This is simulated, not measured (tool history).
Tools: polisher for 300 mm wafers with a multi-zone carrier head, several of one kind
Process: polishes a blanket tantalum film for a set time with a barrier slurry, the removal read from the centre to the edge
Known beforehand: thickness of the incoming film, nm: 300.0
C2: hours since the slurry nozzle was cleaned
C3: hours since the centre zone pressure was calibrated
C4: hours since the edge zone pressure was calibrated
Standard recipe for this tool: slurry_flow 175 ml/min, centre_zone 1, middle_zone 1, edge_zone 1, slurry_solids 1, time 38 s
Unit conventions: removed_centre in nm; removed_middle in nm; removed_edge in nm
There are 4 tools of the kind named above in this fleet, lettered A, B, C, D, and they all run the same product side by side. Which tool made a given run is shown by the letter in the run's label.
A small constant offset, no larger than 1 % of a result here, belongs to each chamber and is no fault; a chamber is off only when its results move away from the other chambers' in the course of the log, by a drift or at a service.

{"run": "1C", "day": 0.383, "slurry_flow": 175, "centre_zone": 1, "middle_zone": 1, "edge_zone": 1, "slurry_solids": 1, "time": 38, "wafers polished on this pad": 550, "C2": 350.1, "C3": 629.9, "C4": 345.4, "removed_centre": 37.955, "removed_middle": 37.809, "removed_edge": 37.608}
{"run": "2B", "day": 0.904, "slurry_flow": 175, "centre_zone": 1, "middle_zone": 1, "edge_zone": 1, "slurry_solids": 1, "time": 38, "wafers polished on this pad": 866, "C2": 318.4, "C3": 686.4, "C4": 84.8, "removed_centre": 37.34, "removed_middle": 37.424, "removed_edge": 37.806}
{"run": "3D", "day": 1.342, "slurry_flow": 175, "centre_zone": 1, "middle_zone": 1, "edge_zone": 1, "slurry_solids": 1, "time": 38, "wafers polished on this pad": 663, "C2": 149.3, "C3": 75.5, "C4": 1448.9, "removed_centre": 38.719, "removed_middle": 37.37, "removed_edge": 38.254}
{"day": 1.788, "done": "chamber B: worn pad replaced by a new one"}
{"run": "4A", "day": 1.879, "slurry_flow": 175, "centre_zone": 1, "middle_zone": 1, "edge_zone": 1, "slurry_solids": 1, "time": 38, "wafers polished on this pad": 1140, "C2": 242.4, "C3": 277.3, "C4": 573.5, "removed_centre": 38.502, "removed_middle": 37.306, "removed_edge": 37.748}
{"run": "5B", "day": 2.171, "slurry_flow": 175, "centre_zone": 1, "middle_zone": 1, "edge_zone": 1, "slurry_solids": 1, "time": 38, "wafers polished on this pad": 118, "C2": 348.8, "C3": 716.8, "C4": 115.2, "removed_centre": 37.974, "removed_middle": 37.358, "removed_edge": 37.788}
{"day": 2.196, "done": "chamber A: worn pad replaced by a new one"}
{"run": "6D", "day": 2.496, "slurry_flow": 220, "centre_zone": 1, "middle_zone": 0.95, "edge_zone": 1, "slurry_solids": 1, "time": 38, "wafers polished on this pad": 1019, "C2": 177, "C3": 103.2, "C4": 1476.6, "removed_centre": 38.955, "removed_middle": 37.003, "removed_edge": 39.374}
{"day": 2.75, "done": "chamber C: worn pad replaced by a new one"}
{"run": "7C", "day": 2.975, "slurry_flow": 220, "centre_zone": 1, "middle_zone": 0.95, "edge_zone": 1, "slurry_solids": 1, "time": 38, "wafers polished on this pad": 69, "C2": 412.3, "C3": 692.1, "C4": 407.6, "removed_centre": 38.765, "removed_middle": 37.817, "removed_edge": 38.292}
{"day": 3.192, "done": "chamber D: worn pad replaced by a new one"}
{"run": "8A", "day": 3.233, "slurry_flow": 220, "centre_zone": 1, "middle_zone": 0.95, "edge_zone": 1, "slurry_solids": 1, "time": 38, "wafers polished on this pad": 321, "C2": 274.9, "C3": 309.8, "C4": 606, "removed_centre": 39.079, "removed_middle": 37.293, "removed_edge": 38.495}
{"run": "9C", "day": 3.679, "slurry_flow": 220, "centre_zone": 1, "middle_zone": 0.95, "edge_zone": 1, "slurry_solids": 1, "time": 38, "wafers polished on this pad": 287, "C2": 429.2, "C3": 709, "C4": 424.5, "removed_centre": 39.687, "removed_middle": 36.708, "removed_edge": 38.142}
{"day": 3.833, "done": "chamber D: edge zone pressure recalibrated"}
{"run": "10D", "day": 4.025, "slurry_flow": 175, "centre_zone": 1, "middle_zone": 1, "edge_zone": 1, "slurry_solids": 1, "time": 38, "wafers polished on this pad": 258, "C2": 213.7, "C3": 139.9, "C4": 4.7, "removed_centre": 37.543, "removed_middle": 37.186, "removed_edge": 37.828}
{"run": "11A", "day": 4.458, "slurry_flow": 175, "centre_zone": 1, "middle_zone": 1, "edge_zone": 1, "slurry_solids": 1, "time": 38, "wafers polished on this pad": 699, "C2": 304.3, "C3": 339.2, "C4": 635.4, "removed_centre": 37.745, "removed_middle": 37.941, "removed_edge": 38.017}
{"run": "12B", "day": 4.875, "slurry_flow": 175, "centre_zone": 1, "middle_zone": 1, "edge_zone": 1, "slurry_solids": 1, "time": 38, "wafers polished on this pad": 953, "C2": 413.7, "C3": 781.7, "C4": 180.1, "removed_centre": 37.802, "removed_middle": 37.678, "removed_edge": 38.37}
{"day": 5.221, "done": "chamber A: worn pad replaced by a new one"}
{"run": "13B", "day": 5.338, "slurry_flow": 175, "centre_zone": 1, "middle_zone": 1, "edge_zone": 1, "slurry_solids": 1, "time": 38, "wafers polished on this pad": 1096, "C2": 424.8, "C3": 792.8, "C4": 191.2, "removed_centre": 37.167, "removed_middle": 37.202, "removed_edge": 37.501}
{"run": "14D", "day": 5.617, "slurry_flow": 175, "centre_zone": 1, "middle_zone": 1, "edge_zone": 1, "slurry_solids": 1, "time": 38, "wafers polished on this pad": 749, "C2": 251.9, "C3": 178.1, "C4": 42.9, "removed_centre": 37.78, "removed_middle": 37.417, "removed_edge": 37.161}
{"day": 5.688, "done": "chamber C: edge zone pressure recalibrated"}
{"day": 5.725, "done": "chamber B: worn pad replaced by a new one"}
{"day": 5.9, "done": "chamber C: worn pad replaced by a new one"}
{"run": "15A", "day": 6.083, "slurry_flow": 175, "centre_zone": 1, "middle_zone": 1, "edge_zone": 1, "slurry_solids": 1, "time": 38, "wafers polished on this pad": 267, "C2": 343.3, "C3": 378.2, "C4": 674.4, "removed_centre": 36.101, "removed_middle": 38.282, "removed_edge": 37.845}
{"day": 6.325, "done": "chamber D: worn pad replaced by a new one"}
{"run": "16C", "day": 6.346, "slurry_flow": 175, "centre_zone": 1, "middle_zone": 1, "edge_zone": 1, "slurry_solids": 1, "time": 38, "wafers polished on this pad": 138, "C2": 493.2, "C3": 773, "C4": 15.8, "removed_centre": 38.429, "removed_middle": 38.199, "removed_edge": 37.341}
{"run": "17D", "day": 6.829, "slurry_flow": 175, "centre_zone": 1, "middle_zone": 1, "edge_zone": 1, "slurry_solids": 1, "time": 38, "wafers polished on this pad": 156, "C2": 281, "C3": 207.2, "C4": 72, "removed_centre": 37.124, "removed_middle": 37.392, "removed_edge": 37.943}
{"run": "18A", "day": 7.329, "slurry_flow": 175, "centre_zone": 1, "middle_zone": 1, "edge_zone": 1, "slurry_solids": 1, "time": 38, "wafers polished on this pad": 652, "C2": 373.2, "C3": 408.1, "C4": 704.3, "removed_centre": 35.773, "removed_middle": 37.707, "removed_edge": 37.922}
{"run": "19C", "day": 7.808, "slurry_flow": 175, "centre_zone": 1, "middle_zone": 1, "edge_zone": 1, "slurry_solids": 1, "time": 46, "wafers polished on this pad": 590, "C2": 528.3, "C3": 808.1, "C4": 50.9, "removed_centre": 44.686, "removed_middle": 45.67, "removed_edge": 44.924}
{"run": "20B", "day": 8.108, "slurry_flow": 175, "centre_zone": 1, "middle_zone": 1, "edge_zone": 1, "slurry_solids": 1, "time": 46, "wafers polished on this pad": 737, "C2": 491.3, "C3": 859.3, "C4": 257.7, "removed_centre": 45.32, "removed_middle": 45.56, "removed_edge": 46.816}
{"day": 8.233, "done": "chamber A: worn pad replaced by a new one"}
{"run": "21B", "day": 8.35, "slurry_flow": 175, "centre_zone": 1, "middle_zone": 1, "edge_zone": 1, "slurry_solids": 1, "time": 46, "wafers polished on this pad": 811, "C2": 497.1, "C3": 865.1, "C4": 263.5, "removed_centre": 45.513, "removed_middle": 45.118, "removed_edge": 45.588}
{"run": "22C", "day": 8.704, "slurry_flow": 175, "centre_zone": 1, "middle_zone": 1, "edge_zone": 1, "slurry_solids": 1, "time": 46, "wafers polished on this pad": 867, "C2": 549.8, "C3": 829.6, "C4": 72.4, "removed_centre": 44.575, "removed_middle": 45.931, "removed_edge": 45.507}
{"run": "23A", "day": 9.2, "slurry_flow": 175, "centre_zone": 1, "middle_zone": 1, "edge_zone": 1, "slurry_solids": 1, "time": 38, "wafers polished on this pad": 299, "C2": 418.1, "C3": 453, "C4": 749.2, "removed_centre": 36.349, "removed_middle": 38.161, "removed_edge": 37.724}
{"run": "24D", "day": 9.592, "slurry_flow": 175, "centre_zone": 1, "middle_zone": 1, "edge_zone": 1, "slurry_solids": 1, "time": 38, "wafers polished on this pad": 1009, "C2": 347.3, "C3": 273.5, "C4": 138.3, "removed_centre": 36.951, "removed_middle": 37.282, "removed_edge": 37.921}
{"day": 9.679, "done": "chamber B: worn pad replaced by a new one"}
{"day": 9.683, "done": "chamber C: worn pad replaced by a new one"}
{"day": 9.888, "done": "chamber C: slurry nozzle cleaned"}
{"run": "25B", "day": 10.012, "slurry_flow": 135, "centre_zone": 1, "middle_zone": 1, "edge_zone": 1, "slurry_solids": 1, "time": 30, "wafers polished on this pad": 103, "C2": 537, "C3": 905, "C4": 303.4, "removed_centre": 28.181, "removed_middle": 28.273, "removed_edge": 28.894}
{"day": 10.196, "done": "chamber D: worn pad replaced by a new one"}
{"run": "26A", "day": 10.512, "slurry_flow": 135, "centre_zone": 1, "middle_zone": 1, "edge_zone": 1, "slurry_solids": 1, "time": 30, "wafers polished on this pad": 704, "C2": 449.6, "C3": 484.5, "C4": 780.7, "removed_centre": 26.351, "removed_middle": 28.429, "removed_edge": 28.946}
{"day": 10.729, "done": "chamber A: slurry nozzle cleaned"}
{"run": "27D", "day": 10.95, "slurry_flow": 135, "centre_zone": 1, "middle_zone": 1, "edge_zone": 1, "slurry_solids": 1, "time": 30, "wafers polished on this pad": 233, "C2": 379.9, "C3": 306.1, "C4": 170.9, "removed_centre": 28.091, "removed_middle": 27.949, "removed_edge": 28.574}
{"run": "28C", "day": 11.367, "slurry_flow": 135, "centre_zone": 1, "middle_zone": 1, "edge_zone": 1, "slurry_solids": 1, "time": 30, "wafers polished on this pad": 520, "C2": 35.6, "C3": 893.5, "C4": 136.3, "removed_centre": 28.356, "removed_middle": 28.743, "removed_edge": 28.737}
{"run": "29A", "day": 11.821, "slurry_flow": 175, "centre_zone": 1, "middle_zone": 1, "edge_zone": 1, "slurry_solids": 1, "time": 38, "wafers polished on this pad": 1108, "C2": 26.3, "C3": 515.9, "C4": 812.1, "removed_centre": 35.775, "removed_middle": 38.114, "removed_edge": 38.165}
{"day": 11.983, "done": "chamber A: worn pad replaced by a new one"}
{"day": 12.233, "done": "chamber D: slurry nozzle cleaned"}
{"run": "30C", "day": 12.233, "slurry_flow": 175, "centre_zone": 1, "middle_zone": 1, "edge_zone": 1, "slurry_solids": 1, "time": 38, "wafers polished on this pad": 787, "C2": 56.4, "C3": 914.3, "C4": 157.1, "removed_centre": 37.51, "removed_middle": 38.119, "removed_edge": 37.467}
{"day": 12.25, "done": "chamber A: edge zone pressure recalibrated"}
{"day": 12.35, "done": "chamber B: edge zone pressure recalibrated"}
{"run": "31D", "day": 12.725, "slurry_flow": 175, "centre_zone": 1, "middle_zone": 1, "edge_zone": 1, "slurry_solids": 1, "time": 38, "wafers polished on this pad": 782, "C2": 11.8, "C3": 348.7, "C4": 213.5, "removed_centre": 37.618, "removed_middle": 37.508, "removed_edge": 38.015}
{"day": 12.921, "done": "chamber C: worn pad replaced by a new one"}
{"day": 13.2, "done": "chamber D: worn pad replaced by a new one"}
{"run": "32B", "day": 13.271, "slurry_flow": 175, "centre_zone": 1, "middle_zone": 1, "edge_zone": 1, "slurry_solids": 1, "time": 38, "wafers polished on this pad": 1110, "C2": 615.2, "C3": 983.2, "C4": 22.1, "removed_centre": 37.408, "removed_middle": 37.823, "removed_edge": 37.958}
{"day": 13.525, "done": "chamber B: worn pad replaced by a new one"}
{"run": "33B", "day": 13.567, "slurry_flow": 175, "centre_zone": 1, "middle_zone": 1, "edge_zone": 1, "slurry_solids": 1, "time": 38, "wafers polished on this pad": 13, "C2": 622.3, "C3": 990.3, "C4": 29.2, "removed_centre": 38.026, "removed_middle": 37.299, "removed_edge": 37.873}
{"run": "34A", "day": 14.05, "slurry_flow": 175, "centre_zone": 1, "middle_zone": 1, "edge_zone": 1, "slurry_solids": 1, "time": 43, "wafers polished on this pad": 639, "C2": 79.8, "C3": 569.4, "C4": 43.3, "removed_centre": 39.765, "removed_middle": 42.748, "removed_edge": 42.344}
{"run": "35C", "day": 14.388, "slurry_flow": 175, "centre_zone": 1, "middle_zone": 1, "edge_zone": 1, "slurry_solids": 1, "time": 43, "wafers polished on this pad": 454, "C2": 108.1, "C3": 966, "C4": 208.8, "removed_centre": 42.885, "removed_middle": 43.547, "removed_edge": 42.572}
{"run": "36D", "day": 14.746, "slurry_flow": 175, "centre_zone": 1, "middle_zone": 1, "edge_zone": 1, "slurry_solids": 1, "time": 43, "wafers polished on this pad": 477, "C2": 60.3, "C3": 397.2, "C4": 262, "removed_centre": 43.089, "removed_middle": 42.475, "removed_edge": 43.106}
{"day": 15.05, "done": "chamber B: slurry nozzle cleaned"}
{"day": 15.079, "done": "chamber A: worn pad replaced by a new one"}
{"run": "37B", "day": 15.229, "slurry_flow": 175, "centre_zone": 1, "middle_zone": 1, "edge_zone": 1, "slurry_solids": 1, "time": 43, "wafers polished on this pad": 527, "C2": 4.4, "C3": 1030.2, "C4": 69.1, "removed_centre": 42.523, "removed_middle": 41.993, "removed_edge": 42.604}
{"run": "38D", "day": 15.717, "slurry_flow": 175, "centre_zone": 1, "middle_zone": 1, "edge_zone": 1, "slurry_solids": 1, "time": 38, "wafers polished on this pad": 777, "C2": 83.6, "C3": 420.5, "C4": 285.3, "removed_centre": 38.251, "removed_middle": 37.229, "removed_edge": 38.453}
{"run": "39C", "day": 16.133, "slurry_flow": 175, "centre_zone": 1, "middle_zone": 1, "edge_zone": 1, "slurry_solids": 1, "time": 38, "wafers polished on this pad": 993, "C2": 150, "C3": 1007.9, "C4": 250.7, "removed_centre": 38.159, "removed_middle": 38.515, "removed_edge": 37.848}
{"run": "40A", "day": 16.504, "slurry_flow": 175, "centre_zone": 1, "middle_zone": 1, "edge_zone": 1.08, "slurry_solids": 1, "time": 38, "wafers polished on this pad": 440, "C2": 138.7, "C3": 628.3, "C4": 102.2, "removed_centre": 34.687, "removed_middle": 37.649, "removed_edge": 39.253}
{"day": 16.8, "done": "chamber D: worn pad replaced by a new one"}
{"run": "41C", "day": 16.983, "slurry_flow": 175, "centre_zone": 1, "middle_zone": 1, "edge_zone": 1.08, "slurry_solids": 1, "time": 38, "wafers polished on this pad": 1255, "C2": 170.4, "C3": 1028.3, "C4": 271.1, "removed_centre": 38.163, "removed_middle": 38.306, "removed_edge": 38.692}
{"day": 17.179, "done": "chamber B: worn pad replaced by a new one"}
{"run": "42B", "day": 17.254, "slurry_flow": 175, "centre_zone": 1, "middle_zone": 1, "edge_zone": 1.08, "slurry_solids": 1, "time": 38, "wafers polished on this pad": 24, "C2": 53, "C3": 1078.8, "C4": 117.7, "removed_centre": 39.072, "removed_middle": 37.361, "removed_edge": 39.66}
{"run": "43D", "day": 17.529, "slurry_flow": 175, "centre_zone": 1, "middle_zone": 1, "edge_zone": 1.08, "slurry_solids": 1, "time": 38, "wafers polished on this pad": 226, "C2": 127.1, "C3": 464, "C4": 328.8, "removed_centre": 37.36, "removed_middle": 37.566, "removed_edge": 39.336}

Which is it: a chamber that has drifted or been left off by a service, a gauge drift common to all chambers, or only each chamber's usual small offset? If a chamber is off, name it and its likeliest cause.

It is chamber A that slowly wanders off from its peers.
Cause: centre zone's pressure below its setpoint, % = 9.61.

Which of the 4 candidates below, each the usual settings with something changed and its results left as question marks, puts chamber A back in line with what the other chambers give on the usual settings?
In line means no further than this from the other chambers' mean on the usual settings: removed_centre 1.6 nm; removed_middle 0.95 nm; removed_edge 1.1 nm
{"run": "44A-1", "day": 17.925, "slurry_flow": 165, "centre_zone": 0.86, "middle_zone": 1.03, "edge_zone": 1.04, "slurry_solids": 1, "time": 38, "removed_centre": "?", "removed_middle": "?", "removed_edge": "?"}
{"run": "44A-2", "day": 17.925, "slurry_flow": 170, "centre_zone": 0.91, "middle_zone": 1.02, "edge_zone": 1.03, "slurry_solids": 1, "time": 38, "removed_centre": "?", "removed_middle": "?", "removed_edge": "?"}
{"run": "44A-3", "day": 17.925, "slurry_flow": 180, "centre_zone": 1.09, "middle_zone": 0.98, "edge_zone": 0.97, "slurry_solids": 1, "time": 38, "removed_centre": "?", "removed_middle": "?", "removed_edge": "?"}
{"run": "44A-4", "day": 17.925, "slurry_flow": 185, "centre_zone": 1.15, "middle_zone": 0.96, "edge_zone": 0.95, "slurry_solids": 1, "time": 39, "removed_centre": "?", "removed_middle": "?", "removed_edge": "?"}

What the other chambers average on the usual settings: removed_centre 37.736 nm; removed_middle 37.604 nm; removed_edge 37.809 nm
run=44A-1 removed_centre=28.274 removed_middle=38.702 removed_edge=38.412
run=44A-2 removed_centre=30.316 removed_middle=38.543 removed_edge=38.366
run=44A-3 removed_centre=37.462 removed_middle=37.46 removed_edge=37.452
run=44A-4 removed_centre=40.979 removed_middle=37.873 removed_edge=38.159
44A-3 puts the chamber back in line with the other chambers.
